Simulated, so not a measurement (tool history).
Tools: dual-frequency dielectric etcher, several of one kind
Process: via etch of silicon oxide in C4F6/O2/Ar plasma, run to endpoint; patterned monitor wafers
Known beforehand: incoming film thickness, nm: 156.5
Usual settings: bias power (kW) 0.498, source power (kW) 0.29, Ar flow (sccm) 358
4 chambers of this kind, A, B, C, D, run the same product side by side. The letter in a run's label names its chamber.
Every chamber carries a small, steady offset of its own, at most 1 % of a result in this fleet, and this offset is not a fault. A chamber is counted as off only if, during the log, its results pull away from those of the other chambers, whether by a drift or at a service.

| run | day | bias power (kW) | source power (kW) | Ar flow (sccm) | hours since the last wet clean | hours since the last bias power generator calibration | hours since the last source power generator calibration | hours since the last Ar flow controller change | endpoint time (s) |
|---|---|---|---|---|---|---|---|---|---|
| 1B | 0.388 | 0.498 | 0.29 | 358 | 503.6 | 425 | 1383.5 | 3692.1 | 39.588 |
| 2A | 0.8 | 0.498 | 0.29 | 358 | 252.6 | 978.3 | 1321.2 | 1213.9 | 40.128 |
| 3D | 1.075 | 0.498 | 0.29 | 358 | 325.8 | 784.1 | 409.1 | 2699.8 | 39.965 |
| 4C | 1.617 | 0.498 | 0.29 | 358 | 426.7 | 1362.1 | 2644.9 | 2040 | 39.427 |
| 5D | 2.133 | 0.498 | 0.29 | 358 | 351.2 | 809.5 | 434.5 | 2725.2 | 39.752 |
| 6C | 2.538 | 0.498 | 0.29 | 358 | 448.8 | 1384.2 | 2667 | 2062.1 | 39.512 |
| 7B | 2.833 | 0.498 | 0.29 | 358 | 562.3 | 483.7 | 1442.2 | 3750.8 | 39.396 |
|  | 3.162 | chamber B: wet clean of the chamber |
| 8A | 3.188 | 0.498 | 0.29 | 358 | 309.9 | 1035.6 | 1378.5 | 1271.2 | 40.445 |
| 9A | 3.571 | 0.498 | 0.29 | 358 | 319.1 | 1044.8 | 1387.7 | 1280.4 | 39.826 |
| 10D | 3.904 | 0.498 | 0.29 | 358 | 393.7 | 852 | 477 | 2767.7 | 39.79 |
|  | 4.108 | chamber C: wet clean of the chamber |
| 11B | 4.162 | 0.498 | 0.29 | 358 | 24 | 515.6 | 1474.1 | 3782.7 | 39.733 |
| 12C | 4.65 | 0.498 | 0.29 | 358 | 13.1 | 1434.9 | 2717.7 | 2112.8 | 39.41 |
| 13D | 5.129 | 0.584 | 0.24 | 358 | 423.1 | 881.4 | 506.4 | 2797.1 | 40.489 |
| 14A | 5.575 | 0.584 | 0.24 | 358 | 367.2 | 1092.9 | 1435.8 | 1328.5 | 40.163 |
| 15C | 5.871 | 0.584 | 0.24 | 358 | 42.4 | 1464.2 | 2747 | 2142.1 | 39.759 |
| 16B | 6.396 | 0.584 | 0.24 | 358 | 77.6 | 569.2 | 1527.7 | 3836.3 | 40.319 |
| 17D | 6.854 | 0.498 | 0.29 | 358 | 464.5 | 922.8 | 547.8 | 2838.5 | 40.78 |
| 18A | 7.375 | 0.498 | 0.29 | 358 | 410.4 | 1136.1 | 1479 | 1371.7 | 40.31 |
| 19C | 7.642 | 0.498 | 0.29 | 358 | 84.9 | 1506.7 | 2789.5 | 2184.6 | 39.451 |
| 20B | 8.062 | 0.592 | 0.29 | 402 | 117.6 | 609.2 | 1567.7 | 3876.3 | 37.368 |
| 21C | 8.538 | 0.592 | 0.29 | 402 | 106.4 | 1528.2 | 2811 | 2206.1 | 37.558 |
| 22B | 8.85 | 0.592 | 0.29 | 402 | 136.5 | 628.1 | 1586.6 | 3895.2 | 37.649 |
| 23D | 9.283 | 0.592 | 0.29 | 402 | 522.8 | 981.1 | 606.1 | 2896.8 | 39 |
| 24A | 9.658 | 0.498 | 0.29 | 358 | 465.2 | 1190.9 | 1533.8 | 1426.5 | 39.661 |
| 25A | 10.075 | 0.498 | 0.29 | 358 | 475.2 | 1200.9 | 1543.8 | 1436.5 | 39.666 |
| 26B | 10.408 | 0.498 | 0.33 | 302 | 173.9 | 665.5 | 1624 | 3932.6 | 37.152 |

Next, all 4 chambers run the settings below, one line each with question marks for the results. What does each chamber give?
| 27A | 10.792 | 0.498 | 0.29 | 358 |  |  |  |  | ? |
| 27B | 10.792 | 0.498 | 0.29 | 358 |  |  |  |  | ? |
| 27C | 10.792 | 0.498 | 0.29 | 358 |  |  |  |  | ? |
| 27D | 10.792 | 0.498 | 0.29 | 358 |  |  |  |  | ? |

| run | endpoint time (s) |
|---|---|
| 27A | 40.027 |
| 27B | 39.843 |
| 27C | 39.49 |
| 27D | 41.324 |
